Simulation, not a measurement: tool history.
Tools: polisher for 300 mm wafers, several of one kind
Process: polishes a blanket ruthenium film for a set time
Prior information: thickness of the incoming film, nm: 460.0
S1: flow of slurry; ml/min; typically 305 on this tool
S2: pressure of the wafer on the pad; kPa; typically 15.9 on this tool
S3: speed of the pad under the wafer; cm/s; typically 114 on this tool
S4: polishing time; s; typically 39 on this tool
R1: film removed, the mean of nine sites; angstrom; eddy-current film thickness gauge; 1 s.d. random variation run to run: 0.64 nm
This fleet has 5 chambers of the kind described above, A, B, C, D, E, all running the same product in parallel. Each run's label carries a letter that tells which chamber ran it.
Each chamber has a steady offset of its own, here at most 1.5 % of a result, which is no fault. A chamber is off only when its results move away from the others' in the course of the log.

run 1A day=0.196 | S1=305 S2=15.9 S3=114 S4=39 | R1=609.12
-- day=0.354 chamber C: worn pad replaced by a new one
run 2D day=0.479 | S1=305 S2=15.9 S3=114 S4=39 | R1=626.09
run 3E day=0.708 | S1=305 S2=15.9 S3=114 S4=39 | R1=604.78
run 4C day=1.112 | S1=305 S2=15.9 S3=114 S4=39 | R1=588.09
run 5B day=1.329 | S1=305 S2=15.9 S3=114 S4=39 | R1=613.61
run 6C day=1.629 | S1=305 S2=15.9 S3=114 S4=39 | R1=603.62
-- day=1.750 chamber A: head pressure recalibrated
run 7A day=1.917 | S1=305 S2=20.0 S3=84 S4=39 | R1=554.78
run 8E day=2.112 | S1=305 S2=20.0 S3=84 S4=39 | R1=572.42
run 9B day=2.396 | S1=305 S2=20.0 S3=84 S4=39 | R1=568.55
-- day=2.583 chamber D: worn pad replaced by a new one
-- day=2.617 chamber A: worn pad replaced by a new one
run 10D day=2.750 | S1=305 S2=20.0 S3=84 S4=39 | R1=575.66
run 11A day=2.971 | S1=305 S2=20.0 S3=84 S4=39 | R1=566.61
-- day=3.254 chamber E: worn pad replaced by a new one
run 12D day=3.379 | S1=265 S2=15.9 S3=114 S4=29 | R1=446.16
-- day=3.408 chamber E: slurry nozzle cleaned
run 13E day=3.729 | S1=265 S2=15.9 S3=114 S4=29 | R1=450.23
-- day=3.817 chamber C: worn pad replaced by a new one
-- day=3.908 chamber B: worn pad replaced by a new one
run 14B day=4.112 | S1=265 S2=15.9 S3=114 S4=29 | R1=443.36
run 15C day=4.354 | S1=265 S2=15.9 S3=114 S4=29 | R1=444.25
run 16D day=4.750 | S1=265 S2=15.9 S3=114 S4=29 | R1=452.19
-- day=4.983 chamber C: slurry nozzle cleaned
run 17C day=5.050 | S1=305 S2=15.9 S3=114 S4=39 | R1=604.09
run 18E day=5.454 | S1=305 S2=15.9 S3=114 S4=39 | R1=607.07
-- day=5.825 chamber D: worn pad replaced by a new one
run 19A day=5.854 | S1=305 S2=15.9 S3=114 S4=39 | R1=608.06
run 20B day=6.046 | S1=305 S2=15.9 S3=114 S4=39 | R1=611.94
run 21E day=6.408 | S1=305 S2=15.9 S3=114 S4=39 | R1=621.52
run 22B day=6.650 | S1=305 S2=15.9 S3=114 S4=39 | R1=606.09
run 23A day=6.983 | S1=380 S2=15.9 S3=114 S4=39 | R1=608.36
run 24D day=7.238 | S1=380 S2=15.9 S3=114 S4=39 | R1=628.19
run 25C day=7.604 | S1=380 S2=15.9 S3=114 S4=39 | R1=608.46
-- day=7.788 chamber B: head pressure recalibrated
-- day=7.933 chamber D: head pressure recalibrated
-- day=7.938 chamber C: worn pad replaced by a new one
run 26A day=8.038 | S1=380 S2=15.9 S3=114 S4=39 | R1=611.71
run 27E day=8.233 | S1=380 S2=15.9 S3=114 S4=39 | R1=625.61
-- day=8.258 chamber A: slurry nozzle cleaned
run 28D day=8.671 | S1=305 S2=15.9 S3=114 S4=39 | R1=610.10
-- day=8.796 chamber E: worn pad replaced by a new one
-- day=8.821 chamber D: worn pad replaced by a new one
-- day=8.821 chamber A: worn pad replaced by a new one
run 29B day=8.871 | S1=305 S2=15.9 S3=114 S4=46 | R1=756.71
run 30C day=9.075 | S1=305 S2=15.9 S3=114 S4=46 | R1=706.42
run 31E day=9.512 | S1=305 S2=15.9 S3=114 S4=46 | R1=737.99
run 32C day=9.871 | S1=305 S2=15.9 S3=114 S4=46 | R1=712.59
run 33D day=10.217 | S1=305 S2=15.9 S3=114 S4=46 | R1=727.06
run 34B day=10.629 | S1=305 S2=15.9 S3=114 S4=39 | R1=666.41
run 35A day=10.979 | S1=305 S2=15.9 S3=114 S4=39 | R1=607.51
run 36C day=11.412 | S1=305 S2=15.9 S3=114 S4=39 | R1=606.29
-- day=11.550 chamber D: worn pad replaced by a new one
run 37E day=11.712 | S1=305 S2=15.9 S3=114 S4=39 | R1=616.67
run 38D day=12.129 | S1=305 S2=15.9 S3=114 S4=39 | R1=614.31
-- day=12.462 chamber B: worn pad replaced by a new one
run 39B day=12.538 | S1=305 S2=15.9 S3=114 S4=39 | R1=666.12

Next, all 5 chambers run the settings below, one line each with question marks for the results. What does each chamber give?
run 40A day=12.858 | S1=305 S2=15.9 S3=114 S4=39 | R1=?
run 40B day=12.858 | S1=305 S2=15.9 S3=114 S4=39 | R1=?
run 40C day=12.858 | S1=305 S2=15.9 S3=114 S4=39 | R1=?
run 40D day=12.858 | S1=305 S2=15.9 S3=114 S4=39 | R1=?
run 40E day=12.858 | S1=305 S2=15.9 S3=114 S4=39 | R1=?

run=40A R1=599.78
run=40B R1=662.99
run=40C R1=602.94
run=40D R1=603.14
run=40E R1=613.72
